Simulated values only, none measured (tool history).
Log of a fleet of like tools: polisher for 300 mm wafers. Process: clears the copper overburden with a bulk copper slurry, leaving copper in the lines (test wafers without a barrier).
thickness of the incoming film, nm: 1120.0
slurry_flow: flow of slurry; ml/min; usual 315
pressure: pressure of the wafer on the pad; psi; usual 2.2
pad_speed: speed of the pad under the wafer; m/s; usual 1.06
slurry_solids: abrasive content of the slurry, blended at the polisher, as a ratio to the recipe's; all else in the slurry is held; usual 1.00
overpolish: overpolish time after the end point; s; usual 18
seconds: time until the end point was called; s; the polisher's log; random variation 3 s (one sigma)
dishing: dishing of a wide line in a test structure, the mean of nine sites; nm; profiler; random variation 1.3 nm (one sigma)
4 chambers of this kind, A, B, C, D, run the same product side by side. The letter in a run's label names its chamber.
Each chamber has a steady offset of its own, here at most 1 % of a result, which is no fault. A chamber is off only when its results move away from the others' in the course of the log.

Run 1B, hour 5.5: usual settings. Result: seconds 170.22 s, dishing 68.738 nm.
Run 2A, hour 9.5: usual settings. Result: seconds 169.80 s, dishing 68.275 nm.
Run 3C, hour 16.0: usual settings. Result: seconds 163.32 s, dishing 66.656 nm.
Run 4D, hour 20.2: usual settings. Result: seconds 168.70 s, dishing 70.984 nm.
At hour 24.2: chamber B: slurry blender recalibrated.
Run 5A, hour 26.3: usual settings. Result: seconds 163.84 s, dishing 66.629 nm.
At hour 29.5: chamber B: worn pad replaced by a new one.
Run 6B, hour 34.7: usual settings. Result: seconds 164.29 s, dishing 71.625 nm.
At hour 41.1: chamber C: slurry blender recalibrated.
Run 7D, hour 41.8: usual settings. Result: seconds 164.53 s, dishing 71.105 nm.
Run 8C, hour 46.9: usual settings. Result: seconds 165.31 s, dishing 70.514 nm.
Run 9A, hour 52.3: usual settings. Result: seconds 165.46 s, dishing 67.840 nm.
Run 10D, hour 59.1: usual settings. Result: seconds 172.52 s, dishing 67.188 nm.
Run 11C, hour 66.8: usual settings. Result: seconds 167.09 s, dishing 69.539 nm.
Run 12B, hour 71.3: usual settings but pad_speed 0.88 m/s, slurry_solids 0.75. Result: seconds 217.30 s, dishing 57.558 nm.
Run 13A, hour 75.3: usual settings but pad_speed 0.88 m/s, slurry_solids 0.75. Result: seconds 219.43 s, dishing 55.993 nm.
Run 14B, hour 80.0: usual settings but pad_speed 0.88 m/s, slurry_solids 0.75. Result: seconds 210.10 s, dishing 59.388 nm.
Run 15D, hour 86.4: usual settings but pad_speed 0.88 m/s, slurry_solids 0.75. Result: seconds 213.67 s, dishing 57.500 nm.
Run 16C, hour 93.6: usual settings. Result: seconds 163.96 s, dishing 70.263 nm.
Run 17C, hour 100.9: usual settings. Result: seconds 170.96 s, dishing 69.052 nm.
Run 18B, hour 105.8: usual settings. Result: seconds 169.24 s, dishing 69.191 nm.
Run 19D, hour 111.8: usual settings but overpolish 27 s. Result: seconds 168.32 s, dishing 90.760 nm.
Run 20A, hour 118.3: usual settings but overpolish 27 s. Result: seconds 167.19 s, dishing 87.058 nm.
Run 21B, hour 127.2: usual settings but overpolish 27 s. Result: seconds 166.83 s, dishing 91.162 nm.
At hour 131.9: chamber B: slurry blender recalibrated.
At hour 132.9: chamber A: worn pad replaced by a new one.
Run 22C, hour 134.9: usual settings but overpolish 27 s. Result: seconds 168.74 s, dishing 87.695 nm.
Run 23D, hour 140.0: usual settings. Result: seconds 167.75 s, dishing 68.541 nm.
At hour 143.2: chamber C: worn pad replaced by a new one.
Run 24A, hour 146.9: usual settings. Result: seconds 165.61 s, dishing 69.065 nm.
At hour 151.5: chamber D: worn pad replaced by a new one.
Run 25B, hour 155.3: usual settings. Result: seconds 167.03 s, dishing 69.031 nm.
Run 26C, hour 160.4: usual settings. Result: seconds 164.44 s, dishing 70.037 nm.
Run 27D, hour 165.4: usual settings. Result: seconds 160.63 s, dishing 71.904 nm.
At hour 167.7: chamber B: worn pad replaced by a new one.
At hour 170.7: chamber C: slurry blender recalibrated.
Run 28A, hour 171.7: usual settings. Result: seconds 168.89 s, dishing 69.105 nm.
At hour 175.4: chamber A: slurry blender recalibrated.
Run 29A, hour 176.5: usual settings. Result: seconds 168.52 s, dishing 69.532 nm.
Run 30B, hour 184.8: usual settings. Result: seconds 172.42 s, dishing 70.539 nm.
Run 31C, hour 193.2: usual settings. Result: seconds 167.13 s, dishing 71.211 nm.
Run 32D, hour 201.1: usual settings but pressure 1.9 psi. Result: seconds 196.55 s, dishing 60.935 nm.
Run 33B, hour 205.0: usual settings but pressure 1.9 psi. Result: seconds 195.39 s, dishing 60.994 nm.
Run 34D, hour 211.4: usual settings but pressure 1.9 psi. Result: seconds 193.75 s, dishing 61.455 nm.
Run 35A, hour 218.0: usual settings but pressure 1.9 psi. Result: seconds 198.62 s, dishing 63.736 nm.

All 4 chambers run these settings next. Forecast each chamber's results:
Run 36A, hour 224.4: usual settings but pressure 3.0 psi. Result: seconds ?, dishing ?.
Run 36B, hour 224.4: usual settings but pressure 3.0 psi. Result: seconds ?, dishing ?.
Run 36C, hour 224.4: usual settings but pressure 3.0 psi. Result: seconds ?, dishing ?.
Run 36D, hour 224.4: usual settings but pressure 3.0 psi. Result: seconds ?, dishing ?.

run  seconds  dishing
36A   122.52   86.245
36B   122.26   89.934
36C   121.00   86.571
36D   119.92   91.483

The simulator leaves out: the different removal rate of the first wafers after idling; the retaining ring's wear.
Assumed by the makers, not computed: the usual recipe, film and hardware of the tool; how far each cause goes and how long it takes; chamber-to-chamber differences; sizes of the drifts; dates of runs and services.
